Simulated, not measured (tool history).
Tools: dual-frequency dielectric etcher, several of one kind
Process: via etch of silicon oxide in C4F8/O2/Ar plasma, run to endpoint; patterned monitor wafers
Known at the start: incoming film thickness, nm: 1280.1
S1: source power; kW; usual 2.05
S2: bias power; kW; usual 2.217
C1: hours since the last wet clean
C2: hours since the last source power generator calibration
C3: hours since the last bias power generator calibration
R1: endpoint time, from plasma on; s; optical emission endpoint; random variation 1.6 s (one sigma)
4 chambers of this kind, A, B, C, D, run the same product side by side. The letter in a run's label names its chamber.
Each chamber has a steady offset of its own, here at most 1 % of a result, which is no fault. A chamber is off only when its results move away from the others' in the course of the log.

run   hour    S1     S2     C1      C2      C3      R1
 1A    4.5  2.05  2.217  160.9  2351.1    65.7  245.04
       6.4  -- chamber D: wet clean of the chamber
 2B    8.7  2.05  2.217  251.6   938.7  3133.4  244.53
 3C   11.9  2.05  2.217  383.1  2881.5   272.9  243.51
 4D     17  2.05  2.217   10.6    64.2  1817.7  241.43
 5B   22.8  2.05  2.217  265.7   952.8  3147.5  243.08
 6C   26.9  2.05  2.217  398.1  2896.5   287.9  244.53
      27.5  -- chamber C: wet clean of the chamber
 7A   32.5  2.05  2.217  188.9  2379.1    93.7  244.18
 8D   37.6  2.05  2.217   31.2    84.8  1838.3  238.93
 9A   42.3  2.05  2.217  198.7  2388.9   103.5  244.11
10C     48  2.05  2.217   20.5  2917.6     309  243.94
11D   51.1  2.05  2.217   44.7    98.3  1851.8  242.53
12B     55  2.05  2.217  297.9     985  3179.7  242.99
13A   59.7  2.05  2.217  216.1  2406.3   120.9  241.02
14D   65.3  2.05  2.217   58.9   112.5    1866  239.26
15C   69.7  2.05  2.217   42.2  2939.3   330.7   243.3
16B   74.6  2.05  2.217  317.5  1004.6  3199.3  240.68
17A   78.8   2.5  2.217  235.2  2425.4     140  225.67
18D   84.4   2.5  2.217     78   131.6  1885.1  220.11
19C   90.7   2.5  2.217   63.2  2960.3   351.7   226.1
20B   94.9   2.5  2.217  337.8  1024.9  3219.6  225.65
21D  100.9  2.38  2.217   94.5   148.1  1901.6   224.9
22B  106.4  2.38  2.217  349.3  1036.4  3231.1  227.07
23A  109.5  2.38  2.217  265.9  2456.1   170.7  229.24
24C  113.3  2.38  2.217   85.8  2982.9   374.3  226.76
25A  119.9  2.05  2.217  276.3  2466.5   181.1  243.46
26C    126  2.05  2.217   98.5  2995.6     387  244.47
27D  132.4  2.05  2.217    126   179.6  1933.1  240.19
28B  136.6  2.05  2.217  379.5  1066.6  3261.3  242.21
29A  140.1  2.05  2.217  296.5  2486.7   201.3  242.27
30B  144.8  2.05  2.038  387.7  1074.8  3269.5  247.14
31C  151.4  2.05  2.038  123.9    3021   412.4  246.18
32D  157.1  2.05  2.038  150.7   204.3  1957.8  244.83
33D  160.2  2.05  2.038  153.8   207.4  1960.9  246.24
34B  164.8  2.05  2.217  407.7  1094.8  3289.5  243.55
35A  168.9  2.05  2.217  325.3  2515.5   230.1   242.8
36C  173.2  2.05  2.217  145.7  3042.8   434.2  241.18
37D  179.4  2.05  2.217    173   226.6  1980.1  239.17

What goes on in this fleet: one chamber off, a drifting gauge, or nothing beyond the chambers' own small offsets? Name the chamber and the cause, if any.

No chamber stands off beyond its own small offset, and the gauge holds steady.
